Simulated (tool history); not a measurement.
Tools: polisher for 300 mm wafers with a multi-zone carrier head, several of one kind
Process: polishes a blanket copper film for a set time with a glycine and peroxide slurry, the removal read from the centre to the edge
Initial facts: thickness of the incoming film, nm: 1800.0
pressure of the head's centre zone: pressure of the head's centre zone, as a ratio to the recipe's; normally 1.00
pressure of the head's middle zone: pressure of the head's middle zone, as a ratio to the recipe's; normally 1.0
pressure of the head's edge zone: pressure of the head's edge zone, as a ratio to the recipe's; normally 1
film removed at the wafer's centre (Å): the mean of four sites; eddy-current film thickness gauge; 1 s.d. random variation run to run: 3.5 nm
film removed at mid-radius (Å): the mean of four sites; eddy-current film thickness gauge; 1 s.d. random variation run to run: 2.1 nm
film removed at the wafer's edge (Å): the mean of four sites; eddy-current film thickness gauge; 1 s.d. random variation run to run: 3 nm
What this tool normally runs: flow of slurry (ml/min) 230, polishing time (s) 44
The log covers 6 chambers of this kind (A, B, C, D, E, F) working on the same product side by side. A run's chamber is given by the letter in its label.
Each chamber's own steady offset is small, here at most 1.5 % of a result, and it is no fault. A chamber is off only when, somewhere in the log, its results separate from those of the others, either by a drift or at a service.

run	hour	flow of slurry (ml/min)	pressure of the head's centre zone	pressure of the head's middle zone	pressure of the head's edge zone	polishing time (s)	film removed at the wafer's centre (Å)	film removed at mid-radius (Å)	film removed at the wafer's edge (Å)
# hour 10.5: chamber A: worn pad replaced by a new one
1D	12.0	230	1.00	1.0	1	44	2394.6	2396.7	2347.7
# hour 15.7: chamber C: worn pad replaced by a new one
2C	19.8	230	1.00	1.0	1	44	2369.6	2394.2	2358.5
3B	31.0	230	1.00	1.0	1	44	2428.4	2344.1	2363.1
4A	39.9	230	1.00	1.0	1	44	2420.4	2406.1	2374.7
# hour 42.5: chamber D: slurry nozzle cleaned
5F	49.2	230	1.00	1.0	1	44	2404.0	2356.9	2361.3
# hour 58.1: chamber B: worn pad replaced by a new one
6E	58.5	230	1.00	1.0	1	44	2309.1	2426.9	2386.8
# hour 58.7: chamber E: worn pad replaced by a new one
7F	67.9	230	0.89	1.0	1	44	2077.4	2391.3	2464.3
# hour 72.5: chamber F: worn pad replaced by a new one
# hour 74.0: chamber B: centre zone pressure recalibrated
8C	80.6	230	0.89	1.0	1	44	2128.3	2383.4	2365.3
# hour 84.0: chamber A: worn pad replaced by a new one
9A	88.4	230	0.89	1.0	1	44	2094.5	2411.8	2408.7
# hour 95.0: chamber C: worn pad replaced by a new one
# hour 99.3: chamber F: edge zone pressure recalibrated
10D	100.4	230	0.89	1.0	1	44	2016.9	2352.5	2328.9
11B	110.8	230	0.89	1.0	1	44	2150.4	2388.6	2342.9
# hour 121.1: chamber C: edge zone pressure recalibrated
12E	123.7	230	0.89	1.0	1	44	2056.7	2357.4	2455.8
# hour 127.5: chamber B: worn pad replaced by a new one
13D	132.0	230	1.00	1.0	1	44	2280.3	2295.6	2302.4
# hour 138.1: chamber A: slurry nozzle cleaned
# hour 140.1: chamber E: worn pad replaced by a new one
14F	144.4	230	1.00	1.0	1	44	2431.0	2399.4	2398.0
15B	151.0	230	1.00	1.0	1	44	2426.2	2389.3	2424.7
# hour 158.1: chamber A: worn pad replaced by a new one
16A	162.4	230	1.00	1.0	1	44	2449.9	2414.1	2358.9
# hour 169.5: chamber F: worn pad replaced by a new one
# hour 172.6: chamber C: worn pad replaced by a new one
17E	173.7	230	1.00	1.0	1	44	2348.3	2388.9	2428.8
# hour 175.9: chamber C: slurry nozzle cleaned
18C	187.2	230	1.00	1.0	1	44	2416.1	2384.8	2422.8
19B	193.2	230	1.00	1.0	1	44	2353.6	2407.1	2361.2
20D	200.1	230	0.96	1.0	1	44	2192.5	2271.8	2238.1
# hour 201.5: chamber B: worn pad replaced by a new one
# hour 208.2: chamber E: worn pad replaced by a new one
# hour 208.9: chamber D: centre zone pressure recalibrated
21C	213.3	230	0.96	1.0	1	44	2233.0	2424.4	2353.5
22A	224.3	230	0.96	1.0	1	44	2302.7	2368.3	2367.0
# hour 225.0: chamber B: slurry nozzle cleaned
# hour 228.5: chamber A: worn pad replaced by a new one
23F	236.7	230	0.96	1.0	1	44	2258.0	2370.3	2338.4
# hour 243.1: chamber F: centre zone pressure recalibrated
24E	249.0	230	0.96	1.0	1	44	2308.8	2378.0	2464.9
25F	255.8	230	0.96	1.0	1	44	2306.8	2398.0	2440.7
# hour 257.9: chamber C: worn pad replaced by a new one
26C	269.5	230	1.00	1.0	1	44	2448.4	2387.7	2384.8
# hour 273.6: chamber F: worn pad replaced by a new one
# hour 275.0: chamber B: worn pad replaced by a new one
27A	278.9	185	1.00	1.0	1	51	2633.2	2758.1	2645.6
# hour 283.3: chamber E: worn pad replaced by a new one
28B	285.6	185	1.00	1.0	1	51	2712.8	2643.9	2738.5
29E	297.7	185	1.00	1.0	1	51	2679.4	2668.0	2745.9
30D	304.6	185	1.00	1.0	1	51	2441.7	2452.8	2484.9
# hour 309.7: chamber A: worn pad replaced by a new one
31E	312.7	185	1.00	1.0	1	51	2666.5	2711.5	2781.6
32A	321.4	185	1.00	1.0	1	51	2685.0	2714.4	2717.0
# hour 330.4: chamber C: worn pad replaced by a new one
33B	334.5	230	1.00	1.0	1	44	2360.2	2376.1	2416.7
34D	342.5	230	1.00	1.0	1	44	2170.6	2137.5	2134.6
35C	353.7	230	1.00	1.0	1	44	2383.1	2413.4	2405.2
# hour 361.5: chamber F: worn pad replaced by a new one
36F	362.1	230	1.00	0.9	1	44	2353.2	2160.5	2364.3
37F	375.8	230	1.00	0.9	1	44	2383.5	2158.8	2422.0

For the next run the whole fleet of 6 chambers uses the same settings. Give each chamber's results:
38A	385.7	230	1.00	1.0	1	44	?	?	?
38B	385.7	230	1.00	1.0	1	44	?	?	?
38C	385.7	230	1.00	1.0	1	44	?	?	?
38D	385.7	230	1.00	1.0	1	44	?	?	?
38E	385.7	230	1.00	1.0	1	44	?	?	?
38F	385.7	230	1.00	1.0	1	44	?	?	?

run	film removed at the wafer's centre (Å)	film removed at mid-radius (Å)	film removed at the wafer's edge (Å)
38A	2376.2	2386.5	2436.2
38B	2418.8	2351.1	2409.1
38C	2348.5	2435.2	2418.4
38D	2117.4	2125.8	2147.9
38E	2406.8	2344.3	2402.1
38F	2430.3	2397.3	2382.6
